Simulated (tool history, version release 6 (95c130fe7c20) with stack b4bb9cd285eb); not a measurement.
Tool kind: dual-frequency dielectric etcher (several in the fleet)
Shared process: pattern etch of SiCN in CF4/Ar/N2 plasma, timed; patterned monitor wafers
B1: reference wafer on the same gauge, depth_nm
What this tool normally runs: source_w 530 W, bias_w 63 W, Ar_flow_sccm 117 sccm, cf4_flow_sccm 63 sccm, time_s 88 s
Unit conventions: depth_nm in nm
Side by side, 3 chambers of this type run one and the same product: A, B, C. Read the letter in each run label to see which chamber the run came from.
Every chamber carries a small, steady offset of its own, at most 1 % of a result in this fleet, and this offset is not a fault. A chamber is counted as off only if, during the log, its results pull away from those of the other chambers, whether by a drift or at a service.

run 1B hour=10.6 | source_w=530 bias_w=63 Ar_flow_sccm=117 cf4_flow_sccm=63 time_s=88 | B1=79.683 | depth_nm=80.081
run 2C hour=23.3 | source_w=530 bias_w=63 Ar_flow_sccm=117 cf4_flow_sccm=63 time_s=88 | B1=79.678 | depth_nm=79.589
run 3A hour=30.8 | source_w=530 bias_w=63 Ar_flow_sccm=117 cf4_flow_sccm=63 time_s=88 | B1=79.666 | depth_nm=79.521
run 4B hour=41.4 | source_w=530 bias_w=63 Ar_flow_sccm=117 cf4_flow_sccm=63 time_s=88 | B1=79.612 | depth_nm=80.046
run 5C hour=56.8 | source_w=530 bias_w=63 Ar_flow_sccm=117 cf4_flow_sccm=63 time_s=88 | B1=79.62 | depth_nm=79.739
run 6A hour=71.5 | source_w=530 bias_w=63 Ar_flow_sccm=117 cf4_flow_sccm=63 time_s=88 | B1=79.582 | depth_nm=79.353
run 7B hour=84.3 | source_w=530 bias_w=63 Ar_flow_sccm=117 cf4_flow_sccm=63 time_s=88 | B1=79.57 | depth_nm=79.716
-- hour=95.3 chamber A: wet clean of the chamber
run 8A hour=98.9 | source_w=530 bias_w=63 Ar_flow_sccm=141 cf4_flow_sccm=63 time_s=88 | B1=79.524 | depth_nm=76.942
run 9C hour=106.8 | source_w=530 bias_w=63 Ar_flow_sccm=141 cf4_flow_sccm=63 time_s=88 | B1=79.536 | depth_nm=77.074
run 10B hour=121.1 | source_w=530 bias_w=63 Ar_flow_sccm=141 cf4_flow_sccm=63 time_s=88 | B1=79.531 | depth_nm=77.298
run 11C hour=134 | source_w=530 bias_w=63 Ar_flow_sccm=117 cf4_flow_sccm=63 time_s=88 | B1=79.47 | depth_nm=79.652
run 12A hour=149.8 | source_w=530 bias_w=63 Ar_flow_sccm=117 cf4_flow_sccm=63 time_s=88 | B1=79.461 | depth_nm=79.209
run 13C hour=163.5 | source_w=530 bias_w=63 Ar_flow_sccm=117 cf4_flow_sccm=63 time_s=88 | B1=79.423 | depth_nm=79.48
run 14A hour=179.7 | source_w=530 bias_w=63 Ar_flow_sccm=117 cf4_flow_sccm=63 time_s=88 | B1=79.436 | depth_nm=79.274
-- hour=184.3 chamber B: wet clean of the chamber
run 15B hour=187.2 | source_w=530 bias_w=63 Ar_flow_sccm=117 cf4_flow_sccm=63 time_s=88 | B1=79.396 | depth_nm=79.754
run 16A hour=197.6 | source_w=530 bias_w=63 Ar_flow_sccm=117 cf4_flow_sccm=63 time_s=88 | B1=79.368 | depth_nm=78.996
run 17B hour=211.1 | source_w=530 bias_w=63 Ar_flow_sccm=117 cf4_flow_sccm=63 time_s=88 | B1=79.369 | depth_nm=79.607
run 18C hour=218.8 | source_w=530 bias_w=63 Ar_flow_sccm=117 cf4_flow_sccm=63 time_s=88 | B1=79.35 | depth_nm=79.463
run 19B hour=230.6 | source_w=530 bias_w=63 Ar_flow_sccm=117 cf4_flow_sccm=63 time_s=88 | B1=79.341 | depth_nm=79.746
run 20A hour=241.1 | source_w=530 bias_w=63 Ar_flow_sccm=117 cf4_flow_sccm=63 time_s=88 | B1=79.288 | depth_nm=79.082
run 21C hour=255.1 | source_w=530 bias_w=63 Ar_flow_sccm=117 cf4_flow_sccm=63 time_s=88 | B1=79.291 | depth_nm=79.439
run 22A hour=262.6 | source_w=530 bias_w=63 Ar_flow_sccm=100 cf4_flow_sccm=76 time_s=88 | B1=79.252 | depth_nm=83.679
run 23B hour=270.5 | source_w=530 bias_w=63 Ar_flow_sccm=100 cf4_flow_sccm=76 time_s=88 | B1=79.254 | depth_nm=84.276
run 24C hour=285.9 | source_w=530 bias_w=63 Ar_flow_sccm=100 cf4_flow_sccm=76 time_s=88 | B1=79.243 | depth_nm=84.034

Each of the 3 chambers runs these same settings next. Fill in every chamber's results:
run 25A hour=297.9 | source_w=580 bias_w=63 Ar_flow_sccm=117 cf4_flow_sccm=63 time_s=88 | depth_nm=?
run 25B hour=297.9 | source_w=580 bias_w=63 Ar_flow_sccm=117 cf4_flow_sccm=63 time_s=88 | depth_nm=?
run 25C hour=297.9 | source_w=580 bias_w=63 Ar_flow_sccm=117 cf4_flow_sccm=63 time_s=88 | depth_nm=?

run=25A depth_nm=85.615
run=25B depth_nm=86.289
run=25C depth_nm=85.965

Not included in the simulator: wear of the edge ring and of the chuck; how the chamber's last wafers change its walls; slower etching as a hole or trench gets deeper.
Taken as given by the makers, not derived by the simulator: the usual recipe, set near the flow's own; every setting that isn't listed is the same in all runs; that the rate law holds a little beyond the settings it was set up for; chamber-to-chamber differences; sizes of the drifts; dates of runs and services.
